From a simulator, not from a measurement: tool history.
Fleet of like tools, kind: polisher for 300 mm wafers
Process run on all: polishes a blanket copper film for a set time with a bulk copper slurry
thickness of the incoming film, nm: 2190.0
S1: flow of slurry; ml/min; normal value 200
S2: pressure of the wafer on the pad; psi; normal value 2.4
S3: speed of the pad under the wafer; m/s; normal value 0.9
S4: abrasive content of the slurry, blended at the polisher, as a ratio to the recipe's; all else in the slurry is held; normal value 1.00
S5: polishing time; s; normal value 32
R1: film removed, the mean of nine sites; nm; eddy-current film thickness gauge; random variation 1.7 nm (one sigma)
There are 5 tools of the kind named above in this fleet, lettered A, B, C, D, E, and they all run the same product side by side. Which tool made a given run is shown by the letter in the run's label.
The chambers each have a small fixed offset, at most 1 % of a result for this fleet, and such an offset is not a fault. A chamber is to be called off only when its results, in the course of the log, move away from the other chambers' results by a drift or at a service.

| run | day | S1 | S2 | S3 | S4 | S5 | R1 |
|---|---|---|---|---|---|---|---|
|  | 0.083 | chamber B: worn pad replaced by a new one |
| 1A | 0.408 | 200 | 2.4 | 0.9 | 1.00 | 32 | 257.18 |
|  | 0.417 | chamber C: slurry blender recalibrated |
|  | 0.458 | chamber E: worn pad replaced by a new one |
| 2B | 0.746 | 200 | 2.4 | 0.9 | 1.00 | 32 | 254.40 |
| 3C | 1.075 | 200 | 2.4 | 0.9 | 1.00 | 32 | 255.85 |
|  | 1.329 | chamber B: slurry nozzle cleaned |
| 4E | 1.567 | 200 | 2.4 | 0.9 | 1.00 | 32 | 249.90 |
|  | 1.638 | chamber A: worn pad replaced by a new one |
|  | 1.842 | chamber C: slurry nozzle cleaned |
| 5D | 2.125 | 200 | 2.4 | 0.9 | 1.00 | 32 | 252.67 |
|  | 2.500 | chamber A: slurry nozzle cleaned |
| 6B | 2.633 | 200 | 2.4 | 0.9 | 1.00 | 32 | 254.70 |
|  | 2.650 | chamber C: worn pad replaced by a new one |
| 7E | 2.958 | 200 | 2.4 | 0.9 | 1.00 | 32 | 255.30 |
|  | 3.317 | chamber B: worn pad replaced by a new one |
| 8C | 3.379 | 200 | 2.4 | 0.9 | 1.00 | 32 | 253.23 |
|  | 3.583 | chamber D: worn pad replaced by a new one |
|  | 3.804 | chamber E: worn pad replaced by a new one |
| 9D | 3.942 | 200 | 2.4 | 0.9 | 1.00 | 32 | 253.02 |
|  | 4.021 | chamber C: head pressure recalibrated |
| 10A | 4.400 | 200 | 2.4 | 0.9 | 1.00 | 32 | 254.60 |
|  | 4.629 | chamber A: worn pad replaced by a new one |
| 11D | 4.742 | 200 | 2.4 | 0.9 | 1.00 | 32 | 255.63 |
| 12C | 5.229 | 200 | 2.4 | 0.9 | 1.00 | 32 | 253.82 |
|  | 5.742 | chamber C: worn pad replaced by a new one |
| 13A | 5.758 | 200 | 2.4 | 0.9 | 1.00 | 32 | 253.26 |
| 14B | 6.017 | 200 | 2.4 | 0.9 | 1.00 | 32 | 250.96 |
|  | 6.329 | chamber B: worn pad replaced by a new one |
| 15E | 6.475 | 200 | 2.4 | 0.9 | 1.00 | 32 | 254.30 |
|  | 6.983 | chamber E: worn pad replaced by a new one |
| 16C | 7.050 | 200 | 2.4 | 0.9 | 1.00 | 32 | 254.32 |
|  | 7.204 | chamber D: worn pad replaced by a new one |
|  | 7.217 | chamber E: slurry blender recalibrated |
| 17D | 7.312 | 200 | 2.4 | 0.9 | 1.00 | 32 | 253.17 |
| 18E | 7.662 | 200 | 2.4 | 0.9 | 1.00 | 32 | 253.69 |
|  | 7.704 | chamber A: worn pad replaced by a new one |
|  | 8.129 | chamber E: slurry nozzle cleaned |
| 19B | 8.212 | 200 | 2.4 | 0.9 | 1.00 | 32 | 252.93 |
|  | 8.438 | chamber D: slurry blender recalibrated |
| 20A | 8.754 | 200 | 2.4 | 0.9 | 1.00 | 32 | 255.87 |
|  | 8.892 | chamber B: worn pad replaced by a new one |
| 21D | 9.171 | 260 | 1.8 | 0.9 | 1.00 | 32 | 193.86 |
| 22A | 9.442 | 260 | 1.8 | 0.9 | 1.00 | 32 | 197.86 |
|  | 9.604 | chamber C: worn pad replaced by a new one |
| 23E | 9.725 | 260 | 1.8 | 0.9 | 1.00 | 32 | 195.82 |
|  | 9.992 | chamber C: slurry blender recalibrated |
|  | 10.008 | chamber E: worn pad replaced by a new one |
| 24C | 10.038 | 260 | 1.8 | 0.9 | 1.00 | 32 | 197.71 |
| 25B | 10.388 | 260 | 1.8 | 0.9 | 1.00 | 32 | 198.48 |
|  | 10.546 | chamber A: worn pad replaced by a new one |
| 26A | 10.721 | 200 | 2.4 | 0.9 | 1.00 | 32 | 259.64 |
|  | 10.925 | chamber D: worn pad replaced by a new one |
| 27D | 11.138 | 200 | 2.4 | 0.9 | 1.00 | 25 | 199.11 |
| 28C | 11.450 | 200 | 2.4 | 0.9 | 1.00 | 25 | 199.90 |
|  | 11.671 | chamber B: worn pad replaced by a new one |
| 29E | 11.750 | 200 | 2.4 | 0.9 | 1.00 | 25 | 197.62 |
|  | 11.912 | chamber A: head pressure recalibrated |
| 30B | 12.242 | 200 | 2.4 | 0.9 | 1.00 | 25 | 200.21 |
| 31C | 12.638 | 200 | 2.4 | 0.9 | 1.00 | 25 | 197.28 |
| 32A | 12.988 | 200 | 2.4 | 0.9 | 1.00 | 32 | 257.39 |
|  | 13.158 | chamber E: worn pad replaced by a new one |
| 33E | 13.433 | 200 | 2.4 | 0.9 | 1.00 | 32 | 251.81 |
| 34B | 13.996 | 200 | 2.4 | 0.9 | 1.00 | 32 | 252.49 |
|  | 14.417 | chamber D: worn pad replaced by a new one |
| 35D | 14.567 | 200 | 2.8 | 0.9 | 0.85 | 32 | 283.28 |

Is one chamber out of step, is the gauge drifting, or do the chambers differ by no more than their own small offsets? For an off chamber, give its letter and the likeliest cause.

No chamber is off and the gauge is stable; the differences are just each chamber's small, constant offset.
